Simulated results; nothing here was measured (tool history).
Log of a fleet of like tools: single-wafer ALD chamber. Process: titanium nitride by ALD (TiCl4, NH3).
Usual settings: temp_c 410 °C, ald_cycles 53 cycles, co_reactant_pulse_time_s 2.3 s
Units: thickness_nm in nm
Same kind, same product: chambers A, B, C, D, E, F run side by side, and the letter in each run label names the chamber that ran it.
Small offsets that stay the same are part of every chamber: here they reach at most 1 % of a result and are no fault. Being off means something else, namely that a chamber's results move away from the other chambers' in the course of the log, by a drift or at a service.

run   hour  temp_c  ald_cycles  co_reactant_pulse_time_s  read-back reference wafer on the same gauge, thickness_nm  thickness_nm
 1D    7.2     410          53                       2.3                                                     1.3795        1.1822
       8.5  -- chamber A: thermocouple changed; heater temperature recalibrated
 2F   19.6     410          53                       2.3                                                     1.3808        1.1836
 3B   35.2     410          53                       2.3                                                     1.3797        1.1693
 4E   44.1     410          53                       2.3                                                     1.3797        1.1754
 5C   54.7     410          53                       2.3                                                     1.3801        1.1723
 6A   64.7     410          53                      3.04                                                     1.3807        1.1747
 7A   77.9     410          53                      3.04                                                     1.3814        1.1772
 8B   85.7     410          53                      3.04                                                     1.3808        1.1794
 9F   99.5     410          53                      3.04                                                     1.3801         1.204
10C  113.7     410          53                      3.04                                                     1.3798        1.1877
11E  122.2     410          53                      3.04                                                     1.3796        1.1747
12D    133     410          53                       2.3                                                     1.3789        1.1772
13C  145.8     410          53                       2.3                                                     1.3801        1.1778
14F  154.9     410          53                       2.3                                                      1.381        1.1902
     156.3  -- chamber F: thermocouple changed; heater temperature recalibrated
15E  164.3     410          53                       2.3                                                     1.3804        1.1698
16A  174.8     410          53                       2.3                                                     1.3805        1.1702
17D  185.7     410          53                       2.3                                                      1.379        1.1677
18B  196.6     410          53                       2.3                                                     1.3799        1.1815
19E  205.6     410          53                       2.3                                                     1.3792        1.1612
20C  218.9     410          53                       2.3                                                     1.3818        1.1733
21F  228.8     410          53                       2.3                                                     1.3791        1.1887
22B  242.8     410          53                       2.3                                                     1.3792        1.1804
23D    255     410          53                       2.3                                                     1.3803        1.1742
24A  265.8     410          53                       2.3                                                     1.3801        1.1668
25C  275.8     410          53                       2.3                                                     1.3785        1.1742
26F  287.5     410          53                       2.3                                                     1.3802        1.1921
27E  299.5     410          53                       2.3                                                     1.3797        1.1658
28D  311.3     410          53                       2.3                                                     1.3804        1.1772
29A  323.4     420          53                       2.3                                                     1.3795        1.1756
30B    333     420          53                       2.3                                                     1.3793        1.1809
31A  340.6     420          53                       2.3                                                     1.3802        1.1827
32F  347.9     420          53                       2.3                                                     1.3803        1.1911
33E  359.2     420          53                       2.3                                                     1.3795        1.1656
34B    367     420          53                       2.3                                                     1.3807        1.1757
35D  377.4     410          53                       2.3                                                     1.3806        1.1741
36C  386.9     410          53                       2.3                                                     1.3786        1.1731
37B  394.1     410          53                       2.3                                                     1.3812         1.176
38F  409.8     410          53                       2.3                                                     1.3784        1.1838
39A  423.7     410          53                       2.3                                                     1.3804        1.1697

Predict what each chamber gives when all 6 of them run the settings below next.
40A  435.1     410          53                      2.92                                                                        ?
40B  435.1     410          53                      2.92                                                                        ?
40C  435.1     410          53                      2.92                                                                        ?
40D  435.1     410          53                      2.92                                                                        ?
40E  435.1     410          53                      2.92                                                                        ?
40F  435.1     410          53                      2.92                                                                        ?

run  thickness_nm
40A         1.179
40B        1.1742
40C        1.1885
40D        1.1766
40E        1.1811
40F        1.1871
